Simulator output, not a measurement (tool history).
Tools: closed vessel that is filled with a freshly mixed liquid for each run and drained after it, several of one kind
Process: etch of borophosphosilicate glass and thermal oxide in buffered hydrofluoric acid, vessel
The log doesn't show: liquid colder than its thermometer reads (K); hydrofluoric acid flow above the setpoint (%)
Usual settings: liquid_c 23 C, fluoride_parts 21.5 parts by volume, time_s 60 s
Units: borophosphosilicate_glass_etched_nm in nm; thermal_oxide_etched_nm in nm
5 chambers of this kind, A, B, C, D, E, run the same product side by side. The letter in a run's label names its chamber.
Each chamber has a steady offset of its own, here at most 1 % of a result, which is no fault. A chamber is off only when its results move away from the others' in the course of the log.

run	hour	liquid_c	fluoride_parts	time_s	hours since the thermometer was replaced	hours since the hydrofluoric acid flow meter was replaced	read-back film thickness of the borophosphosilicate glass reference wafer, read on the same gauge (nm)	read-back film thickness of the thermal oxide reference wafer, read on the same gauge (nm)	borophosphosilicate_glass_etched_nm	thermal_oxide_etched_nm
1E	4.3	23	21.5	60	1298.2	233.4	150.03	40.014	33.972	33.09
2D	6.4	23	21.5	60	519.9	1756.2	149.96	40.005	34.065	33.239
3B	9.2	23	21.5	60	1086	467.4	150.01	40.017	34.084	33.224
4C	13.2	23	21.5	60	1307.5	1139.3	150.02	40.003	33.791	33.391
5A	15.7	23	21.5	60	849.5	42.2	149.99	40.004	34.556	33.598
6B	18.2	23	21.5	60	1095	476.4	150	40	34.54	32.876
7E	22.7	23	21.5	60	1316.6	251.8	149.95	40.001	33.663	32.927
8D	27.3	23	21.5	60	540.8	1777.1	150.05	39.984	34.145	32.824
9C	30.3	21.5	21.5	30	1324.6	1156.4	149.99	40.002	15.664	15.388
10A	33.2	21.5	21.5	30	867	59.7	149.99	39.998	15.84	15.489
11B	36	21.5	21.5	30	1112.8	494.2	150	39.991	15.74	15.443
12C	40.2	21.5	21.5	30	1334.5	1166.3	150	40.001	15.541	15.344
13A	44.3	21.5	21.5	30	878.1	70.8	150.01	39.992	15.71	15.303
14E	46.7	23	21.5	60	1340.6	275.8	149.98	39.986	33.809	33.193
15D	51.4	23	21.5	60	564.9	1801.2	150.06	39.996	33.804	32.869
16C	54.1	23	21.5	60	1348.4	1180.2	150.06	40.014	34.271	33.497
17B	57.9	23	21.5	60	1134.7	516.1	150.02	40.011	35.084	33.378
18A	61.1	23	21.5	60	894.9	87.6	150.01	40.001	34.114	33.161
19E	64	23	17.5	40	1357.9	293.1	149.94	40.001	27.667	26.233
20D	68.6	23	17.5	40	582.1	1818.4	150.06	39.988	26.964	26.253
21E	72.2	23	17.5	40	1366.1	301.3	150.01	39.978	27.488	26.351
22D	74.8	23	17.5	40	588.3	1824.6	149.94	40.009	27.031	26.313
23C	76.8	23	17.5	40	1371.1	1202.9	149.97	39.993	27.538	26.553
24B	79.3	23	21.5	60	1156.1	537.5	150.02	40.002	34.676	33.168
25A	81.6	23	21.5	60	915.4	108.1	149.98	39.994	33.898	33.248
26D	84.7	23	21.5	60	598.2	1834.5	150.05	39.989	33.845	32.709
27A	88	23	21.5	60	921.8	114.5	149.96	40.001	34.023	33.367
28E	91.6	23	21.5	60	1385.5	320.7	149.97	39.988	33.75	32.931
29B	94.4	23	21.5	60	1171.2	552.6	149.95	40.015	34.418	33.293
30C	98.1	23	21.5	80	1392.4	1224.2	150	40.017	45.491	44.584
31E	101	23	21.5	80	1394.9	330.1	150.04	40.02	45.102	44.629
32B	104.9	23	21.5	80	1181.7	563.1	150	39.988	46.426	44.531
33D	108.2	23	21.5	80	621.7	1858	150	39.984	45.413	44.045
34A	111.4	23	21.5	80	945.2	137.9	150	39.992	44.957	44.584
35C	115.2	23	21.5	60	1409.5	1241.3	149.97	40.012	34.31	33.121
36C	118.5	20.5	27	60	1412.8	1244.6	149.97	39.987	25.344	24.62
37D	123.1	20.5	27	60	636.6	1872.9	149.95	39.993	25.398	24.707
38E	126.3	20.5	27	60	1420.2	355.4	150.02	39.997	25.254	24.352

What goes on in this fleet: one chamber off, a drifting gauge, or nothing beyond the chambers' own small offsets? Name the chamber and the cause, if any.

No chamber stands off beyond its own small offset, and the gauge holds steady.
